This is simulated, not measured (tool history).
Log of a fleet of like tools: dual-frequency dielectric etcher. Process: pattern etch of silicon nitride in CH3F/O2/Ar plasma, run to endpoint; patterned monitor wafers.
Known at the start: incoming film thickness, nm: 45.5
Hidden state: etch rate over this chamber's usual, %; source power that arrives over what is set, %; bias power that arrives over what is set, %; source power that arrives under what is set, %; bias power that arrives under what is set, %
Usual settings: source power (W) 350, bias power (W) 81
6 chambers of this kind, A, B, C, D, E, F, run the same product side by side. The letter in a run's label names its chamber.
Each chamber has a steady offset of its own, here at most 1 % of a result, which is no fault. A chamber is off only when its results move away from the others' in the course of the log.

| run | day | source power (W) | bias power (W) | hours since the last wet clean | hours since the last source power generator calibration | hours since the last bias power generator calibration | endpoint time (s) |
|---|---|---|---|---|---|---|---|
| 1B | 0.288 | 350 | 81 | 75.5 | 3388.1 | 390.0 | 66.209 |
| 2D | 0.529 | 350 | 81 | 351.7 | 809.9 | 3744.7 | 66.377 |
| 3E | 0.762 | 350 | 81 | 315.6 | 1727.4 | 1843.3 | 66.136 |
| 4C | 0.996 | 350 | 81 | 118.0 | 1523.9 | 1553.3 | 66.848 |
| 5A | 1.292 | 350 | 81 | 350.6 | 703.2 | 1580.9 | 67.010 |
| 6F | 1.617 | 350 | 81 | 398.1 | 655.7 | 1584.4 | 66.550 |
| 7F | 1.971 | 350 | 81 | 406.6 | 664.2 | 1592.9 | 66.149 |
| 8E | 2.200 | 350 | 81 | 350.1 | 1761.9 | 1877.8 | 65.921 |
| 9C | 2.679 | 350 | 81 | 158.4 | 1564.3 | 1593.7 | 66.696 |
| 10D | 3.038 | 350 | 81 | 411.9 | 870.1 | 3804.9 | 66.610 |
|  | 3.304 | chamber A: wet clean of the chamber |
| 11B | 3.488 | 350 | 81 | 152.3 | 3464.9 | 466.8 | 66.076 |
| 12A | 3.800 | 350 | 81 | 11.9 | 763.4 | 1641.1 | 67.276 |
| 13C | 4.108 | 350 | 81 | 192.7 | 1598.6 | 1628.0 | 66.764 |
|  | 4.371 | chamber E: wet clean of the chamber |
| 14A | 4.488 | 350 | 81 | 28.4 | 779.9 | 1657.6 | 66.916 |
|  | 4.704 | chamber F: wet clean of the chamber |
| 15E | 4.867 | 350 | 81 | 11.9 | 1825.9 | 1941.8 | 66.021 |
|  | 5.092 | chamber D: bias power generator calibrated |
| 16F | 5.183 | 350 | 81 | 11.6 | 741.3 | 1670.0 | 66.836 |
| 17D | 5.396 | 350 | 81 | 468.5 | 926.7 | 7.3 | 66.560 |
| 18B | 5.817 | 350 | 81 | 208.2 | 3520.8 | 522.7 | 66.058 |
| 19F | 6.225 | 350 | 81 | 36.6 | 766.3 | 1695.0 | 66.650 |
| 20A | 6.612 | 350 | 81 | 79.4 | 830.9 | 1708.6 | 67.021 |
| 21D | 6.829 | 350 | 81 | 502.9 | 961.1 | 41.7 | 66.802 |
| 22B | 7.167 | 350 | 81 | 240.6 | 3553.2 | 555.1 | 66.233 |
| 23E | 7.396 | 350 | 81 | 72.6 | 1886.6 | 2002.5 | 66.092 |
| 24C | 7.725 | 350 | 81 | 279.5 | 1685.4 | 1714.8 | 66.835 |
| 25B | 8.179 | 350 | 81 | 264.9 | 3577.5 | 579.4 | 65.933 |
| 26C | 8.462 | 350 | 81 | 297.2 | 1703.1 | 1732.5 | 66.865 |
|  | 8.696 | chamber D: wet clean of the chamber |
| 27E | 8.858 | 350 | 81 | 107.7 | 1921.7 | 2037.6 | 65.721 |
| 28D | 9.279 | 350 | 81 | 14.1 | 1019.9 | 100.5 | 66.576 |
| 29A | 9.575 | 350 | 81 | 150.5 | 902.0 | 1779.7 | 66.981 |
| 30F | 10.025 | 350 | 81 | 127.8 | 857.5 | 1786.2 | 66.993 |
| 31D | 10.362 | 350 | 81 | 40.1 | 1045.9 | 126.5 | 66.367 |
| 32B | 10.717 | 350 | 81 | 325.8 | 3638.4 | 640.3 | 66.385 |
| 33A | 11.021 | 350 | 81 | 185.2 | 936.7 | 1814.4 | 67.017 |
| 34E | 11.308 | 350 | 81 | 166.5 | 1980.5 | 2096.4 | 66.172 |
| 35F | 11.733 | 350 | 81 | 168.8 | 898.5 | 1827.2 | 66.977 |
| 36C | 12.092 | 350 | 81 | 384.3 | 1790.2 | 1819.6 | 66.820 |
| 37E | 12.546 | 350 | 91 | 196.2 | 2010.2 | 2126.1 | 63.600 |
| 38F | 12.867 | 350 | 91 | 196.0 | 925.7 | 1854.4 | 63.934 |
| 39D | 13.338 | 350 | 91 | 111.5 | 1117.3 | 197.9 | 63.642 |

Is one chamber off against the others, does the gauge drift, or is nothing wrong? If a chamber is off, say which, and what the likeliest cause is.

No chamber stands off beyond its own small offset, and the gauge holds steady.

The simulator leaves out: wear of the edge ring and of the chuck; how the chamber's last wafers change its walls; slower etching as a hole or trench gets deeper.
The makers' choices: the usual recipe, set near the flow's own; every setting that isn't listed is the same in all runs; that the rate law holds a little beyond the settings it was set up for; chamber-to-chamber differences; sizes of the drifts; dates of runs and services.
